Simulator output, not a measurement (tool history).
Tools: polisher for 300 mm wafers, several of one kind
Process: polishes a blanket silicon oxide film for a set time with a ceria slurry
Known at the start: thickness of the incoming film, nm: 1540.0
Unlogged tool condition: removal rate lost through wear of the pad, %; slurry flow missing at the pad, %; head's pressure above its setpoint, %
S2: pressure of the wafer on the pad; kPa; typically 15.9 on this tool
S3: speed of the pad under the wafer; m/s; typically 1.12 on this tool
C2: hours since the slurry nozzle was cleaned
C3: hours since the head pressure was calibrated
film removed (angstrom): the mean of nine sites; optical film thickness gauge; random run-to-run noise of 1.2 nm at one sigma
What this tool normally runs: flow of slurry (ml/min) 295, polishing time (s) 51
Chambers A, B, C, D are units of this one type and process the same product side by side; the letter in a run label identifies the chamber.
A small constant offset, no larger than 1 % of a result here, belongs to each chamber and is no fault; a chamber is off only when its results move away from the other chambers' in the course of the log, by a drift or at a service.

At hour 0.7: chamber B: worn pad replaced by a new one.
Run 1D, hour 6: usual settings; wafers polished on this pad 232; C2 278; C3 1218. Result: film removed (angstrom) 1538.9.
Run 2B, hour 10.2: usual settings; wafers polished on this pad 64; C2 135.8; C3 24.9. Result: film removed (angstrom) 1540.5.
Run 3C, hour 15.2: usual settings; wafers polished on this pad 458; C2 81.5; C3 27.6. Result: film removed (angstrom) 1528.
Run 4A, hour 20.3: usual settings; wafers polished on this pad 523; C2 208.7; C3 609.3. Result: film removed (angstrom) 1535.7.
Run 5C, hour 25.4: usual settings; wafers polished on this pad 527; C2 91.7; C3 37.8. Result: film removed (angstrom) 1517.1.
Run 6A, hour 33.9: usual settings; wafers polished on this pad 616; C2 222.3; C3 622.9. Result: film removed (angstrom) 1546.9.
Run 7B, hour 42.7: usual settings; wafers polished on this pad 285; C2 168.3; C3 57.4. Result: film removed (angstrom) 1553.9.
Run 8D, hour 46.9: usual settings; wafers polished on this pad 510; C2 318.9; C3 1258.9. Result: film removed (angstrom) 1556.6.
Run 9A, hour 55.2: usual settings; wafers polished on this pad 760; C2 243.6; C3 644.2. Result: film removed (angstrom) 1555.7.
At hour 60.5: chamber B: slurry nozzle cleaned.
Run 10C, hour 63.4: usual settings; wafers polished on this pad 785; C2 129.7; C3 75.8. Result: film removed (angstrom) 1508.8.
Run 11B, hour 68: usual settings but S3 1.32 m/s; wafers polished on this pad 457; C2 7.5; C3 82.7. Result: film removed (angstrom) 1815.7.
At hour 71.4: chamber D: slurry nozzle cleaned.
At hour 75.2: chamber D: worn pad replaced by a new one.
Run 12D, hour 76.9: usual settings but S3 1.32 m/s; wafers polished on this pad 11; C2 5.6; C3 1288.9. Result: film removed (angstrom) 1833.6.
Run 13C, hour 82.9: usual settings but S3 1.32 m/s; wafers polished on this pad 917; C2 149.2; C3 95.3. Result: film removed (angstrom) 1774.8.
Run 14D, hour 89.4: usual settings but S3 1.32 m/s; wafers polished on this pad 96; C2 18.1; C3 1301.4. Result: film removed (angstrom) 1826.1.
Run 15B, hour 98.2: usual settings; wafers polished on this pad 662; C2 37.7; C3 112.9. Result: film removed (angstrom) 1535.2.
Run 16A, hour 102.9: usual settings; wafers polished on this pad 1084; C2 291.3; C3 691.9. Result: film removed (angstrom) 1556.9.
Run 17C, hour 111.3: usual settings but S3 1.44 m/s, polishing time (s) 66; wafers polished on this pad 1110; C2 177.6; C3 123.7. Result: film removed (angstrom) 2498.1.
Run 18A, hour 118.5: usual settings but S3 1.44 m/s, polishing time (s) 66; wafers polished on this pad 1190; C2 306.9; C3 707.5. Result: film removed (angstrom) 2571.5.
Run 19D, hour 124.8: usual settings but S3 1.44 m/s, polishing time (s) 66; wafers polished on this pad 337; C2 53.5; C3 1336.8. Result: film removed (angstrom) 2579.9.
At hour 128.7: chamber A: worn pad replaced by a new one.
Run 20B, hour 131: usual settings but S3 1.44 m/s, polishing time (s) 66; wafers polished on this pad 885; C2 70.5; C3 145.7. Result: film removed (angstrom) 2528.2.
Run 21A, hour 138.3: usual settings; wafers polished on this pad 65; C2 326.7; C3 727.3. Result: film removed (angstrom) 1558.4.
Run 22D, hour 145.1: usual settings; wafers polished on this pad 475; C2 73.8; C3 1357.1. Result: film removed (angstrom) 1527.1.
Run 23C, hour 152.1: usual settings; wafers polished on this pad 1387; C2 218.4; C3 164.5. Result: film removed (angstrom) 1486.6.
Run 24B, hour 160.8: usual settings; wafers polished on this pad 1087; C2 100.3; C3 175.5. Result: film removed (angstrom) 1535.
Run 25D, hour 166.5: usual settings; wafers polished on this pad 620; C2 95.2; C3 1378.5. Result: film removed (angstrom) 1559.6.
Run 26B, hour 172.9: usual settings; wafers polished on this pad 1169; C2 112.4; C3 187.6. Result: film removed (angstrom) 1518.
At hour 178.3: chamber D: worn pad replaced by a new one.
At hour 178.8: chamber B: worn pad replaced by a new one.
Run 27C, hour 181.2: usual settings; wafers polished on this pad 1585; C2 247.5; C3 193.6. Result: film removed (angstrom) 1467.4.
Run 28A, hour 187.9: usual settings; wafers polished on this pad 402; C2 376.3; C3 776.9. Result: film removed (angstrom) 1532.7.
Run 29D, hour 194.1: usual settings; wafers polished on this pad 107; C2 122.8; C3 1406.1. Result: film removed (angstrom) 1563.3.
Run 30B, hour 201.6: usual settings; wafers polished on this pad 155; C2 141.1; C3 216.3. Result: film removed (angstrom) 1521.4.

What goes on in this fleet: one chamber off, a drifting gauge, or nothing beyond the chambers' own small offsets? Name the chamber and the cause, if any.

Little by little, chamber C moves away from the other chambers.
Most likely cause: removal rate lost through wear of the pad, % = 5.11.
With only this log, it may be confused with: slurry flow missing at the pad, %; head's pressure below its setpoint, %.

Which of the 4 candidates below, each the usual settings with something changed and its results left as question marks, puts chamber C back in line with what the other chambers give on the usual settings?
Counts as in line when no further than this from what the other chambers average on the usual settings: film removed (angstrom) 41
Run 31C-1, hour 208.4: usual settings but flow of slurry (ml/min) 250. Result: film removed (angstrom) ?.
Run 31C-2, hour 208.4: usual settings but S2 15.2 kPa, S3 1.1 m/s. Result: film removed (angstrom) ?.
Run 31C-3, hour 208.4: usual settings but S3 1.14 m/s. Result: film removed (angstrom) ?.
Run 31C-4, hour 208.4: usual settings but polishing time (s) 54. Result: film removed (angstrom) ?.

Other chambers, usual settings, mean: film removed (angstrom) 1541.8
  run  film removed (angstrom)
31C-1                   1429.4
31C-2                   1365.6
31C-3                     1480
31C-4                   1539.4
31C-4 is the one that brings the chamber's results back in line with the other chambers.

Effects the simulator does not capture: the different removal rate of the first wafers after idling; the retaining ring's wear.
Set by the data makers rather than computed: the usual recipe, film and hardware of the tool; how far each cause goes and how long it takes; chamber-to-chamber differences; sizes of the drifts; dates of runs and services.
